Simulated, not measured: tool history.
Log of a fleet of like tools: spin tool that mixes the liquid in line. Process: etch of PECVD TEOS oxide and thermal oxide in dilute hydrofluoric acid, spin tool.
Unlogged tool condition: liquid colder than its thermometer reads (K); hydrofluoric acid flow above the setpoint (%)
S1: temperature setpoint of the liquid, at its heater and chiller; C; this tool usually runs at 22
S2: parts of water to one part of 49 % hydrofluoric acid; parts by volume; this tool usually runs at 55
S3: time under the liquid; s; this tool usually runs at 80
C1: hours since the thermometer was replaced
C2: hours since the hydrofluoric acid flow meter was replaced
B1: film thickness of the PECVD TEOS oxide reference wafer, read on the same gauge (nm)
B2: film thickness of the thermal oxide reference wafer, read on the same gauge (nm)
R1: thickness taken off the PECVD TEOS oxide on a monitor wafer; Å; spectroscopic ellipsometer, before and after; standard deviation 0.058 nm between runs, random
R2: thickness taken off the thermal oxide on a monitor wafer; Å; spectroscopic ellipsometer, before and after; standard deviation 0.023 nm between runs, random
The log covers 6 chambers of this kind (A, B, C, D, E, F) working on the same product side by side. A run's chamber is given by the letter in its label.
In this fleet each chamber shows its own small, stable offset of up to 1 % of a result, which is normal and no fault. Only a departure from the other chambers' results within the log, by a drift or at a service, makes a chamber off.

| run | hour | S1 | S2 | S3 | C1 | C2 | B1 | B2 | R1 | R2 |
|---|---|---|---|---|---|---|---|---|---|---|
| 1C | 5.4 | 22 | 55 | 80 | 1241.2 | 266.9 | 29.983 | 140.00 | 191.140 | 70.407 |
| 2A | 10.3 | 22 | 55 | 80 | 227.1 | 547.9 | 30.005 | 140.00 | 191.790 | 69.599 |
| 3D | 12.9 | 22 | 55 | 80 | 2029.7 | 693.4 | 30.021 | 140.01 | 192.370 | 68.988 |
| 4B | 17.7 | 22 | 55 | 80 | 1335.4 | 556.4 | 30.020 | 140.00 | 192.920 | 70.152 |
| 5F | 22.6 | 22 | 55 | 45 | 79.7 | 1003.4 | 30.010 | 140.01 | 107.500 | 39.424 |
| 6E | 26.5 | 22 | 55 | 45 | 1375.0 | 1255.6 | 30.009 | 140.00 | 107.660 | 39.278 |
| 7A | 31.9 | 22 | 55 | 45 | 248.7 | 569.5 | 29.981 | 140.01 | 107.890 | 39.289 |
| 8C | 35.1 | 22 | 55 | 45 | 1270.9 | 296.6 | 30.006 | 139.99 | 107.910 | 39.676 |
| 9B | 38.8 | 22 | 55 | 45 | 1356.5 | 577.5 | 30.006 | 139.99 | 108.200 | 39.457 |
| 10D | 42.0 | 22 | 55 | 45 | 2058.8 | 722.5 | 29.997 | 140.01 | 108.140 | 39.160 |
| 11E | 45.8 | 22 | 55 | 80 | 1394.3 | 1274.9 | 29.989 | 139.99 | 191.880 | 69.389 |
| 12F | 48.8 | 22 | 55 | 80 | 105.9 | 1029.6 | 29.994 | 140.00 | 189.800 | 69.693 |
| 13B | 52.2 | 22 | 55 | 80 | 1369.9 | 590.9 | 30.001 | 140.00 | 193.600 | 70.378 |
| 14C | 57.5 | 22 | 55 | 80 | 1293.3 | 319.0 | 30.004 | 139.99 | 190.680 | 70.178 |
| 15F | 62.6 | 22 | 55 | 80 | 119.7 | 1043.4 | 29.986 | 139.99 | 191.310 | 70.106 |
| 16A | 65.5 | 19 | 45 | 80 | 282.3 | 603.1 | 30.021 | 140.00 | 209.500 | 76.007 |
| 17D | 69.0 | 19 | 45 | 80 | 2085.8 | 749.5 | 30.004 | 140.00 | 209.230 | 75.499 |
| 18E | 73.7 | 19 | 45 | 80 | 1422.2 | 1302.8 | 29.993 | 139.99 | 208.910 | 76.289 |
| 19F | 77.7 | 19 | 45 | 80 | 134.8 | 1058.5 | 29.983 | 140.01 | 207.180 | 75.698 |
| 20E | 81.0 | 19 | 45 | 80 | 1429.5 | 1310.1 | 30.011 | 139.98 | 208.560 | 75.960 |
| 21D | 86.5 | 19 | 45 | 80 | 2103.3 | 767.0 | 30.003 | 140.02 | 209.610 | 75.275 |
| 22B | 91.1 | 22 | 55 | 80 | 1408.8 | 629.8 | 30.016 | 139.99 | 193.390 | 70.915 |
| 23A | 94.7 | 22 | 55 | 80 | 311.5 | 632.3 | 30.014 | 140.02 | 192.400 | 69.541 |
|  | 97.9 | chamber D: hydrofluoric acid flow meter replaced |
| 24C | 98.7 | 22 | 55 | 80 | 1334.5 | 360.2 | 30.002 | 139.98 | 192.470 | 69.936 |
| 25A | 104.1 | 22 | 55 | 80 | 320.9 | 641.7 | 30.001 | 140.01 | 191.660 | 69.628 |
| 26D | 107.9 | 22 | 55 | 80 | 2124.7 | 10.0 | 30.008 | 140.00 | 191.830 | 69.085 |
| 27B | 112.8 | 22 | 55 | 80 | 1430.5 | 651.5 | 30.007 | 140.01 | 193.420 | 70.348 |
| 28E | 117.4 | 22 | 55 | 80 | 1465.9 | 1346.5 | 29.986 | 140.01 | 192.430 | 69.404 |
| 29C | 120.0 | 22 | 55 | 30 | 1355.8 | 381.5 | 30.000 | 140.00 | 71.884 | 26.324 |
| 30F | 125.4 | 22 | 55 | 30 | 182.5 | 1106.2 | 30.000 | 139.99 | 71.813 | 26.209 |
| 31B | 128.7 | 22 | 55 | 30 | 1446.4 | 667.4 | 29.997 | 139.99 | 72.758 | 26.495 |
| 32E | 131.2 | 22 | 55 | 30 | 1479.7 | 1360.3 | 29.990 | 140.01 | 71.666 | 26.237 |
| 33D | 135.0 | 22 | 55 | 30 | 2151.8 | 37.1 | 29.996 | 140.01 | 72.094 | 26.065 |
| 34F | 138.8 | 22 | 55 | 30 | 195.9 | 1119.6 | 30.012 | 140.00 | 71.749 | 26.366 |
| 35A | 143.9 | 22 | 55 | 80 | 360.7 | 681.5 | 30.019 | 140.02 | 192.430 | 69.706 |
| 36C | 149.4 | 22 | 55 | 80 | 1385.2 | 410.9 | 30.003 | 140.01 | 192.330 | 70.112 |
| 37C | 154.0 | 22 | 55 | 80 | 1389.8 | 415.5 | 29.984 | 140.01 | 190.630 | 70.774 |
| 38A | 157.3 | 22 | 55 | 80 | 374.1 | 694.9 | 30.007 | 140.01 | 192.190 | 69.947 |
| 39B | 162.0 | 22 | 55 | 80 | 1479.7 | 700.7 | 30.006 | 140.01 | 193.450 | 70.554 |
| 40F | 165.3 | 22 | 55 | 80 | 222.4 | 1146.1 | 30.002 | 139.99 | 191.710 | 69.710 |

All chambers now run identical settings, listed one chamber a line with results as question marks. What results will each chamber show?
| 41A | 169.3 | 22 | 55 | 80 |  |  |  |  | ? | ? |
| 41B | 169.3 | 22 | 55 | 80 |  |  |  |  | ? | ? |
| 41C | 169.3 | 22 | 55 | 80 |  |  |  |  | ? | ? |
| 41D | 169.3 | 22 | 55 | 80 |  |  |  |  | ? | ? |
| 41E | 169.3 | 22 | 55 | 80 |  |  |  |  | ? | ? |
| 41F | 169.3 | 22 | 55 | 80 |  |  |  |  | ? | ? |

| run | R1 | R2 |
|---|---|---|
| 41A | 191.930 | 69.816 |
| 41B | 193.680 | 70.448 |
| 41C | 191.920 | 70.626 |
| 41D | 191.480 | 69.360 |
| 41E | 191.880 | 70.072 |
| 41F | 190.280 | 69.934 |

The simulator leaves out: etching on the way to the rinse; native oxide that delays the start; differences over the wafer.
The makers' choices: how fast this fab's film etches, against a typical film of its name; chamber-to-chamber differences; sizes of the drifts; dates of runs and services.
